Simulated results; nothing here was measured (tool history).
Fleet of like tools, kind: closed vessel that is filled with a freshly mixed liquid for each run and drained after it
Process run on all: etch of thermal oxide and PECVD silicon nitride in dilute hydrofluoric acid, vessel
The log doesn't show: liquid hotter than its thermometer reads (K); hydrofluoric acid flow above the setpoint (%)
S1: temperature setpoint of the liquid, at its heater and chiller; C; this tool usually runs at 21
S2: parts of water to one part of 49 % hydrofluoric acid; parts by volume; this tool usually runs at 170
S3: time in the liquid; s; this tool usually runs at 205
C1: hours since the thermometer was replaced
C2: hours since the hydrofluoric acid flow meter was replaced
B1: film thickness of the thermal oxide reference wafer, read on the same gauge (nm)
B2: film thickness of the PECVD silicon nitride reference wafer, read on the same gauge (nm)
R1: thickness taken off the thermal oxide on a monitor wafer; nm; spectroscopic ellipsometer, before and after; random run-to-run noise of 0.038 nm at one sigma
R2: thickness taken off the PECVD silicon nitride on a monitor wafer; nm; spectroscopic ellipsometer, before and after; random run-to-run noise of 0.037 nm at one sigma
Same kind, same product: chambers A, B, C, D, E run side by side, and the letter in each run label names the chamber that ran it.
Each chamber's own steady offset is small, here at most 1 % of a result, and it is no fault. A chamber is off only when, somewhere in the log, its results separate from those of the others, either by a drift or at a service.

run	hour	S1	S2	S3	C1	C2	B1	B2	R1	R2
1C	11.3	21	170	205	809.9	2251.6	49.99	80.002	5.0269	3.5493
2D	21.5	21	170	205	484.7	1464.1	50.016	79.979	4.9424	3.5651
# hour 25.3: chamber A: hydrofluoric acid flow meter replaced
3B	28.9	21	170	205	1180.4	198.3	50.004	80.006	4.9006	3.5759
4A	41.3	21	170	205	342.5	16.1	49.976	79.958	4.9141	3.5771
5E	53.8	21	170	205	1448	76.7	50.01	80.031	4.9932	3.5398
6C	64.8	21	170	205	863.4	2305.1	50.003	79.998	4.9195	3.6416
7A	74.1	21	170	205	375.3	48.9	50.011	79.976	4.9726	3.4986
8E	80.3	21	170	205	1474.5	103.2	50.016	80.028	4.8977	3.5314
9B	86.9	21	170	205	1238.4	256.3	49.996	79.965	4.9032	3.5686
10D	98.6	21	170	205	561.8	1541.2	49.999	79.998	5.0284	3.5001
11D	107.3	21	170	205	570.5	1549.9	50.015	79.972	4.9723	3.5107
12B	113.8	21	170	205	1265.3	283.2	50.005	80.005	4.8767	3.5422
13E	127	21	170	205	1521.2	149.9	50.009	80.003	4.9157	3.57
14A	137.4	21	170	205	438.6	112.2	50.016	80.006	4.9475	3.6181
15C	144.4	21	170	205	943	2384.7	50.014	80.004	4.8709	3.5484
16D	156.2	21	170	205	619.4	1598.8	49.996	80.005	4.9481	3.5601
17A	166.5	21	170	205	467.7	141.3	50.013	79.997	5.0782	3.6402
18B	173.6	21	170	205	1325.1	343	49.987	80.006	4.943	3.5269
19E	181.3	21	170	205	1575.5	204.2	50.007	79.99	4.9951	3.5355
20C	194.9	21	170	205	993.5	2435.2	50.002	79.954	4.9003	3.539
21B	205.8	21	170	205	1357.3	375.2	50.003	79.986	4.9372	3.5576
22E	212.2	21	170	205	1606.4	235.1	49.994	79.996	4.9922	3.503
23C	219.9	21	170	205	1018.5	2460.2	50.005	79.994	4.9479	3.556
24A	230.8	21	170	205	532	205.6	50.023	79.984	5.1051	3.8368
25D	238.3	21	170	205	701.5	1680.9	50.006	80.011	4.9838	3.5381
# hour 244.9: chamber C: hydrofluoric acid flow meter replaced
26A	245.1	21	170	205	546.3	219.9	50.001	79.974	5.1854	3.8102
27B	257.3	21	170	205	1408.8	426.7	49.992	79.994	4.9233	3.5567
28D	264.8	21	170	205	728	1707.4	50.011	80.015	4.9855	3.5344
29E	271.9	21	170	205	1666.1	294.8	50.01	80.001	4.9952	3.593
30C	281	21	170	205	1079.6	36.1	49.995	79.995	4.9523	3.5708
31E	292.7	18.5	170	160	1686.9	315.6	50.003	80.007	3.528	2.3578
32C	304.8	18.5	170	160	1103.4	59.9	49.985	80.007	3.4508	2.3337
33B	313.3	18.5	170	160	1464.8	482.7	49.992	80.003	3.4767	2.3818
34D	323.3	18.5	170	160	786.5	1765.9	50.006	80.001	3.5736	2.3143
35A	331.4	18.5	170	160	632.6	306.2	50.028	80.023	3.7535	2.6289
36E	341.7	21	170	205	1735.9	364.6	50.005	80.01	4.9896	3.5835
37A	352.5	21	170	205	653.7	327.3	50.005	79.989	5.3784	4.092

Is one chamber out of step, is the gauge drifting, or do the chambers differ by no more than their own small offsets? For an off chamber, give its letter and the likeliest cause.

It is chamber A that slowly wanders off from its peers.
Likeliest cause: liquid hotter than its thermometer reads (K) = 2.23.

Here are 4 candidates for chamber A's next run, each the usual settings with a change, their results left as question marks. Which one brings its results back in line with what the others give on the usual settings?
In-line tolerance around the mean of the other chambers on the usual settings: R1 0.13 nm; R2 0.13 nm
38A-1	362.9	19	160	190					?	?
38A-2	362.9	23	180	220					?	?
38A-3	362.9	22	175	215					?	?
38A-4	362.9	20	165	195					?	?

Mean of the other chambers on the usual settings: R1 4.9559 nm; R2 3.5502 nm
run	R1	R2
38A-1	4.9762	3.5506
38A-2	5.8182	4.7166
38A-3	5.6693	4.4524
38A-4	5.1165	3.7698
38A-1 brings the chamber back in line.

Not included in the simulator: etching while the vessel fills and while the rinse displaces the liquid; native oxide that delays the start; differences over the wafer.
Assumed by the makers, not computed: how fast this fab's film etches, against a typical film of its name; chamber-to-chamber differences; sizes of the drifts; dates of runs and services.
